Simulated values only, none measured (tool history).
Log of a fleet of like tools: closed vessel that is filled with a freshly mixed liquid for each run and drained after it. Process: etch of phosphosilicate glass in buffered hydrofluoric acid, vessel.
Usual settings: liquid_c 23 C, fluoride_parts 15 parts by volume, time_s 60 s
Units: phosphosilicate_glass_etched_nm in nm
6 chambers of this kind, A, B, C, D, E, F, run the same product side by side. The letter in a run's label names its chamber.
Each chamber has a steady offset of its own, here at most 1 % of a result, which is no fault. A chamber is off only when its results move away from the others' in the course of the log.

run	day	liquid_c	fluoride_parts	time_s	hours since the thermometer was replaced	hours since the hydrofluoric acid flow meter was replaced	read-back film thickness of the phosphosilicate glass reference wafer, read on the same gauge (nm)	phosphosilicate_glass_etched_nm
1A	0.088	23	15	60	372.7	450.7	150.02	390.71
2B	0.246	23	15	60	2186.2	114.5	149.97	392.54
3C	0.354	23	15	60	743	364.3	149.99	386.68
4E	0.517	23	15	60	602.8	815.7	149.96	389.04
5F	0.608	23	19	60	523.8	631.8	150	305.16
6D	0.767	23	19	60	1319.5	319.6	150	303.84
7C	0.862	23	19	60	755.2	376.5	150	305.54
8D	1.046	23	19	60	1326.2	326.3	149.98	303.74
9E	1.146	23	19	60	617.9	830.8	149.97	308.05
10F	1.271	23	19	60	539.7	647.7	150.02	307.3
11B	1.433	23	15	60	2214.7	143	150.05	388.49
# day 1.5: chamber C: hydrofluoric acid flow meter replaced
12A	1.562	23	15	60	408.1	486.1	150.01	386.34
13E	1.671	23	15	60	630.5	843.4	150.03	390.65
14B	1.825	23	15	60	2224.1	152.4	149.97	389.09
15C	1.954	23	15	60	781.4	11	150.02	386.46
16A	2.071	23	15	60	420.3	498.3	150.01	384.64
17D	2.25	23	17.5	90	1355.1	355.2	150.02	512.75
18F	2.4	23	17.5	90	566.8	674.8	149.97	504.19
19A	2.504	23	17.5	90	430.7	508.7	150.02	497.19
20D	2.65	23	17.5	90	1364.7	364.8	150.01	519.61
21E	2.812	23	17.5	90	657.9	870.8	149.98	504.33
# day 2.858: chamber D: thermometer replaced
22B	2.912	23	17.5	90	2250.2	178.5	150.02	499.04
23C	3.004	23	15	60	806.6	36.2	149.99	386.53
24F	3.096	23	15	60	583.5	691.5	150	389
25D	3.188	23	15	60	7.9	377.7	150.03	404.86
# day 3.229: chamber E: hydrofluoric acid flow meter replaced
26F	3.321	23	19.5	80	588.9	696.9	150	396.96
27C	3.417	23	19.5	80	816.5	46.1	149.98	398.96
28B	3.542	23	19.5	80	2265.3	193.6	150	403.32
29E	3.708	23	19.5	80	679.4	11.6	149.98	407.02
30A	3.821	23	19.5	80	462.3	540.3	149.99	400.09
31F	3.983	23	19.5	80	604.8	712.8	150	395.57
32C	4.162	20.5	15	30	834.4	64	150	167.5
33B	4.346	20.5	15	30	2284.6	212.9	149.97	170.45
34A	4.454	20.5	15	30	477.5	555.5	150.02	168.43
35E	4.608	20.5	15	30	701	33.2	149.98	169.91
36D	4.762	20.5	15	30	45.7	415.5	150.02	182.95

Next, every chamber runs the same settings. What will each give?
37A	4.896	23	15	60				?
37B	4.896	23	15	60				?
37C	4.896	23	15	60				?
37D	4.896	23	15	60				?
37E	4.896	23	15	60				?
37F	4.896	23	15	60				?

run	phosphosilicate_glass_etched_nm
37A	389.55
37B	387.09
37C	386.9
37D	420.59
37E	384.51
37F	382.4

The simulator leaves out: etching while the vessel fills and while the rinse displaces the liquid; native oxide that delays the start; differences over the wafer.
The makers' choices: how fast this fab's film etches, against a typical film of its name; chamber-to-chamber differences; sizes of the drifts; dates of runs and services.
